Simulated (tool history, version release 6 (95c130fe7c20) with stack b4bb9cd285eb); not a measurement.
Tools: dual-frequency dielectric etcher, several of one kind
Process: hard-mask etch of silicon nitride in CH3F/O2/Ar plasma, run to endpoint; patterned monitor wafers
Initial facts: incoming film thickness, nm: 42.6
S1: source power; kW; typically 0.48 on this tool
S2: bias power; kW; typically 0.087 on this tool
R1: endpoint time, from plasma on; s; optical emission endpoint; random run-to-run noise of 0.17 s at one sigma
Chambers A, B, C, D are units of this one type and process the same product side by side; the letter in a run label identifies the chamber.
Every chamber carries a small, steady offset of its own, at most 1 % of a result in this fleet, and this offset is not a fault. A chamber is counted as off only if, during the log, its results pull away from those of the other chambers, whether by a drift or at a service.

Run 1C, hour 5.6: usual settings. Result: R1 54.307 s.
Run 2B, hour 14.2: usual settings. Result: R1 54.214 s.
Run 3D, hour 23.3: usual settings. Result: R1 54.361 s.
Run 4A, hour 32.6: usual settings. Result: R1 53.78 s.
Run 5B, hour 42: usual settings. Result: R1 54.316 s.
Run 6C, hour 52.2: usual settings but S1 0.55 kW, S2 0.072 kW. Result: R1 54.619 s.
Run 7A, hour 62.5: usual settings but S1 0.55 kW, S2 0.072 kW. Result: R1 54.368 s.
Run 8D, hour 71.6: usual settings but S1 0.55 kW, S2 0.072 kW. Result: R1 54.765 s.
Run 9D, hour 79.5: usual settings but S1 0.55 kW, S2 0.072 kW. Result: R1 54.926 s.
Run 10C, hour 87.1: usual settings. Result: R1 54.215 s.
Run 11B, hour 97.4: usual settings. Result: R1 54.007 s.
At hour 103.6: chamber D: wet clean of the chamber.
Run 12A, hour 105.4: usual settings. Result: R1 54.183 s.
Run 13C, hour 115.7: usual settings. Result: R1 53.943 s.
Run 14A, hour 125.5: usual settings. Result: R1 53.972 s.
Run 15B, hour 134.5: usual settings. Result: R1 54.098 s.
Run 16D, hour 139.3: usual settings. Result: R1 52.243 s.
Run 17D, hour 147.7: usual settings but S2 0.07 kW. Result: R1 55.857 s.
Run 18A, hour 156.5: usual settings but S2 0.07 kW. Result: R1 57.61 s.
Run 19B, hour 164.4: usual settings but S2 0.07 kW. Result: R1 57.926 s.
Run 20C, hour 170.1: usual settings but S2 0.07 kW. Result: R1 58.127 s.
Run 21B, hour 180.1: usual settings. Result: R1 54.068 s.
Run 22A, hour 189.2: usual settings but S1 0.41 kW. Result: R1 56.927 s.
Run 23D, hour 198.7: usual settings but S1 0.41 kW. Result: R1 55.277 s.
Run 24C, hour 203.3: usual settings but S1 0.41 kW. Result: R1 57.265 s.
Run 25D, hour 209: usual settings but S1 0.41 kW. Result: R1 55.213 s.
Run 26B, hour 216.3: usual settings. Result: R1 53.926 s.
Run 27A, hour 222.4: usual settings. Result: R1 53.631 s.
Run 28C, hour 229.2: usual settings. Result: R1 53.921 s.
Run 29C, hour 237.4: usual settings. Result: R1 54.208 s.
Run 30B, hour 243.6: usual settings. Result: R1 54.025 s.
Run 31A, hour 249.6: usual settings. Result: R1 53.976 s.
Run 32D, hour 254.4: usual settings. Result: R1 51.804 s.
Run 33B, hour 261.8: usual settings but S1 0.41 kW. Result: R1 57.505 s.

Is one chamber off against the others, does the gauge drift, or is nothing wrong? If a chamber is off, say which, and what the likeliest cause is.

After it was serviced, chamber D no longer matches the other chambers.
Likeliest cause: etch rate over this chamber's usual, % = 3.89.

Chamber D could run next with any of the 4 candidate recipes listed below; each alters the usual settings, and their results appear as question marks. Which one brings its results back in line with what the other chambers deliver on the usual settings?
In line means no further than this from the other chambers' mean on the usual settings: R1 0.58 s
Run 34D-1, hour 269.3: usual settings but S1 0.46 kW, S2 0.083 kW. Result: R1 ?.
Run 34D-2, hour 269.3: usual settings but S1 0.44 kW, S2 0.079 kW. Result: R1 ?.
Run 34D-3, hour 269.3: usual settings but S1 0.5 kW, S2 0.091 kW. Result: R1 ?.
Run 34D-4, hour 269.3: usual settings but S2 0.104 kW. Result: R1 ?.

Average result of the remaining chambers running the usual settings: R1 53.961 s
  run      R1
34D-1  53.742
34D-2  55.575
34D-3  50.462
34D-4  48.858
The right change is 34D-1: it brings the chamber back within the allowed miss of the others.
